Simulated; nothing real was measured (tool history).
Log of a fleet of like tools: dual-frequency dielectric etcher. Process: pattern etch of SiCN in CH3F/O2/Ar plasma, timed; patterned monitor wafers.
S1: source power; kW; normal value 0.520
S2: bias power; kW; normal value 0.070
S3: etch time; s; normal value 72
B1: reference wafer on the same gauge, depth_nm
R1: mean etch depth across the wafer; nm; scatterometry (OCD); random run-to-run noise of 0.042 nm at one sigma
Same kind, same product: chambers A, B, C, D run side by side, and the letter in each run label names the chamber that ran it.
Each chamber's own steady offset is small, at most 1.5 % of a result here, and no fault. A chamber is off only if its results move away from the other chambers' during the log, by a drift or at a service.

{"run": "1A", "day": 0.317, "S1": 0.52, "S2": 0.07, "S3": 72, "B1": 28.407, "R1": 29.518}
{"run": "2D", "day": 0.612, "S1": 0.52, "S2": 0.07, "S3": 72, "B1": 28.418, "R1": 29.283}
{"run": "3B", "day": 0.846, "S1": 0.52, "S2": 0.07, "S3": 72, "B1": 28.423, "R1": 29.606}
{"run": "4C", "day": 1.138, "S1": 0.52, "S2": 0.07, "S3": 72, "B1": 28.422, "R1": 29.861}
{"run": "5D", "day": 1.383, "S1": 0.52, "S2": 0.07, "S3": 72, "B1": 28.429, "R1": 29.265}
{"run": "6A", "day": 1.725, "S1": 0.52, "S2": 0.07, "S3": 72, "B1": 28.445, "R1": 29.539}
{"run": "7C", "day": 2.05, "S1": 0.52, "S2": 0.07, "S3": 72, "B1": 28.444, "R1": 29.889}
{"run": "8B", "day": 2.375, "S1": 0.52, "S2": 0.07, "S3": 72, "B1": 28.452, "R1": 29.729}
{"run": "9C", "day": 2.579, "S1": 0.52, "S2": 0.07, "S3": 72, "B1": 28.446, "R1": 29.855}
{"run": "10B", "day": 2.871, "S1": 0.52, "S2": 0.07, "S3": 72, "B1": 28.465, "R1": 29.705}
{"run": "11A", "day": 3.108, "S1": 0.52, "S2": 0.07, "S3": 72, "B1": 28.462, "R1": 29.624}
{"run": "12D", "day": 3.304, "S1": 0.52, "S2": 0.07, "S3": 72, "B1": 28.47, "R1": 29.271}
{"run": "13D", "day": 3.583, "S1": 0.52, "S2": 0.07, "S3": 72, "B1": 28.482, "R1": 29.316}
{"run": "14B", "day": 3.946, "S1": 0.52, "S2": 0.07, "S3": 72, "B1": 28.482, "R1": 29.795}
{"run": "15C", "day": 4.162, "S1": 0.52, "S2": 0.07, "S3": 72, "B1": 28.478, "R1": 29.941}
{"run": "16A", "day": 4.404, "S1": 0.52, "S2": 0.07, "S3": 72, "B1": 28.497, "R1": 29.562}
{"run": "17A", "day": 4.654, "S1": 0.52, "S2": 0.07, "S3": 72, "B1": 28.502, "R1": 29.658}
{"day": 4.754, "done": "chamber B: wet clean of the chamber"}
{"run": "18B", "day": 4.854, "S1": 0.52, "S2": 0.07, "S3": 72, "B1": 28.506, "R1": 29.736}
{"run": "19D", "day": 5.092, "S1": 0.52, "S2": 0.07, "S3": 72, "B1": 28.503, "R1": 29.274}
{"run": "20C", "day": 5.346, "S1": 0.52, "S2": 0.07, "S3": 72, "B1": 28.524, "R1": 29.966}
{"run": "21C", "day": 5.696, "S1": 0.52, "S2": 0.07, "S3": 72, "B1": 28.52, "R1": 29.985}
{"run": "22B", "day": 5.95, "S1": 0.52, "S2": 0.07, "S3": 72, "B1": 28.537, "R1": 29.772}
{"run": "23D", "day": 6.3, "S1": 0.52, "S2": 0.07, "S3": 72, "B1": 28.527, "R1": 29.418}
{"day": 6.425, "done": "chamber A: wet clean of the chamber"}
{"run": "24A", "day": 6.512, "S1": 0.52, "S2": 0.07, "S3": 72, "B1": 28.541, "R1": 29.739}
{"run": "25B", "day": 6.796, "S1": 0.52, "S2": 0.07, "S3": 72, "B1": 28.548, "R1": 29.849}
{"run": "26C", "day": 6.975, "S1": 0.52, "S2": 0.07, "S3": 72, "B1": 28.562, "R1": 29.949}
{"run": "27D", "day": 7.154, "S1": 0.52, "S2": 0.07, "S3": 72, "B1": 28.552, "R1": 29.335}
{"run": "28A", "day": 7.475, "S1": 0.44, "S2": 0.07, "S3": 72, "B1": 28.563, "R1": 27.867}
{"run": "29C", "day": 7.762, "S1": 0.44, "S2": 0.07, "S3": 72, "B1": 28.568, "R1": 28.078}

Next, all 4 chambers run the settings below, one line each with question marks for the results. What does each chamber give?
{"run": "30A", "day": 8.033, "S1": 0.52, "S2": 0.061, "S3": 72, "R1": "?"}
{"run": "30B", "day": 8.033, "S1": 0.52, "S2": 0.061, "S3": 72, "R1": "?"}
{"run": "30C", "day": 8.033, "S1": 0.52, "S2": 0.061, "S3": 72, "R1": "?"}
{"run": "30D", "day": 8.033, "S1": 0.52, "S2": 0.061, "S3": 72, "R1": "?"}

run=30A R1=28.332
run=30B R1=28.422
run=30C R1=28.592
run=30D R1=28.101
